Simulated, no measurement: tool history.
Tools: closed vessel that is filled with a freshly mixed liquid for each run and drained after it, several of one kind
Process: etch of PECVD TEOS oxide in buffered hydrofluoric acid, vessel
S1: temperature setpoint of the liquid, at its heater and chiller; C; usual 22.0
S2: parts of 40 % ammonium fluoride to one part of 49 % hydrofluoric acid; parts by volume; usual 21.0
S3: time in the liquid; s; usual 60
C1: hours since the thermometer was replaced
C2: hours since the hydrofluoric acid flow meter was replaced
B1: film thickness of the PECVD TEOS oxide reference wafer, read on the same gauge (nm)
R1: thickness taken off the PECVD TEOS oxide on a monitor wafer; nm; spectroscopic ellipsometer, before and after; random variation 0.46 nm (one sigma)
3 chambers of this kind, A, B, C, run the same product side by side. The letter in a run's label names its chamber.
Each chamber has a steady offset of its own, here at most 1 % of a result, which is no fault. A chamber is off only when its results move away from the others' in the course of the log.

run   hour    S1    S2  S3      C1      C2      B1       R1
 1B    6.4  22.0  21.0  60   890.4   123.9  50.012   58.394
 2C   15.6  22.0  21.0  60  1650.8  1403.0  50.011   58.896
 3A   24.4  22.0  21.0  60   443.1  1172.7  49.991   59.889
 4B   30.8  22.0  21.0  60   914.8   148.3  50.022   58.304
 5A   39.1  22.0  21.0  60   457.8  1187.4  50.017   59.441
 6C   46.9  22.0  21.0  60  1682.1  1434.3  49.987   58.721
 7A   55.7  22.0  21.0  60   474.4  1204.0  49.973   59.395
 8B   65.8  22.0  21.0  60   949.8   183.3  49.984   59.008
 9C   75.6  22.0  21.0  60  1710.8  1463.0  50.007   58.752
10B   84.0  22.0  21.0  60   968.0   201.5  50.000   58.877
11A   91.4  22.0  13.0  60   510.1  1239.7  50.025   94.523
12C   98.3  22.0  13.0  60  1733.5  1485.7  49.986   94.428
     102.3  -- chamber A: thermometer replaced
13C  103.9  22.0  13.0  60  1739.1  1491.3  49.998   92.234
14A  114.0  22.0  21.0  60    11.8  1262.3  49.990   58.773
15B  121.3  22.0  21.0  60  1005.3   238.8  50.001   58.602
16B  126.5  22.0  21.0  60  1010.5   244.0  49.994   58.094
17C  133.9  22.0  21.0  60  1769.1  1521.3  50.005   60.021
18A  144.1  18.5  21.0  30    41.9  1292.4  49.997   24.092
19A  155.4  18.5  21.0  30    53.2  1303.7  50.014   24.334
20C  166.4  18.5  21.0  30  1801.6  1553.8  50.003   25.003
21B  175.8  22.0  21.0  60  1059.8   293.3  49.992   58.270
22A  181.4  22.0  21.0  60    79.2  1329.7  49.976   59.330
23C  189.9  22.0  21.0  60  1825.1  1577.3  50.005   60.849
24B  201.7  22.0  21.0  60  1085.7   319.2  50.015   58.181
25A  208.5  22.0  21.0  35   106.3  1356.8  49.990   34.079
26C  217.9  22.0  21.0  35  1853.1  1605.3  49.991   35.812
27B  223.3  22.0  21.0  35  1107.3   340.8  50.023   34.284
28A  231.2  22.0  21.0  60   129.0  1379.5  49.999   59.066
29C  236.4  22.0  21.0  60  1871.6  1623.8  49.991   62.384
30B  245.2  22.0  21.0  60  1129.2   362.7  50.011   59.108
31B  252.0  22.0  21.0  60  1136.0   369.5  50.013   58.525
32C  258.5  22.0  21.0  60  1893.7  1645.9  50.011   62.958
33A  270.0  22.0  21.0  60   167.8  1418.3  50.015   58.722
34A  279.1  22.0  13.5  60   176.9  1427.4  50.016   90.153
35B  288.6  22.0  13.5  60  1172.6   406.1  50.004   90.094
36C  299.0  22.0  13.5  60  1934.2  1686.4  50.030   95.465
37B  308.1  22.0  21.0  60  1192.1   425.6  49.990   58.867
38C  319.8  22.0  16.5  90  1955.0  1707.2  50.005  120.070
39A  329.1  22.0  16.5  90   226.9  1477.4  50.004  110.910
40B  339.1  22.0  16.5  90  1223.1   456.6  50.013  109.840
41A  348.0  23.5  21.0  60   245.8  1496.3  50.003   64.467
42C  353.7  23.5  21.0  60  1988.9  1741.1  50.013   70.008

Is one chamber off against the others, does the gauge drift, or is nothing wrong? If a chamber is off, say which, and what the likeliest cause is.

Chamber C drifts away from the others.
Cause: liquid hotter than its thermometer reads (K) = 2.03.
The log may not tell that from: hydrofluoric acid flow above the setpoint (%).

Here are 4 candidates for chamber C's next run, each the usual settings with a change, their results left as question marks. Which one brings its results back in line with what the others give on the usual settings?
In line means no further than this from the other chambers' mean on the usual settings: R1 1.600 nm
43C-1  362.2  22.5  20.0  60               ?
43C-2  362.2  21.5  22.0  60               ?
43C-3  362.2  22.0  20.5  65               ?
43C-4  362.2  22.0  21.5  55               ?

The other chambers' mean on the usual settings: R1 58.919 nm
  run      R1
43C-1  69.571
43C-2  61.667
43C-3  72.108
43C-4  59.056
43C-4 brings the chamber back in line.

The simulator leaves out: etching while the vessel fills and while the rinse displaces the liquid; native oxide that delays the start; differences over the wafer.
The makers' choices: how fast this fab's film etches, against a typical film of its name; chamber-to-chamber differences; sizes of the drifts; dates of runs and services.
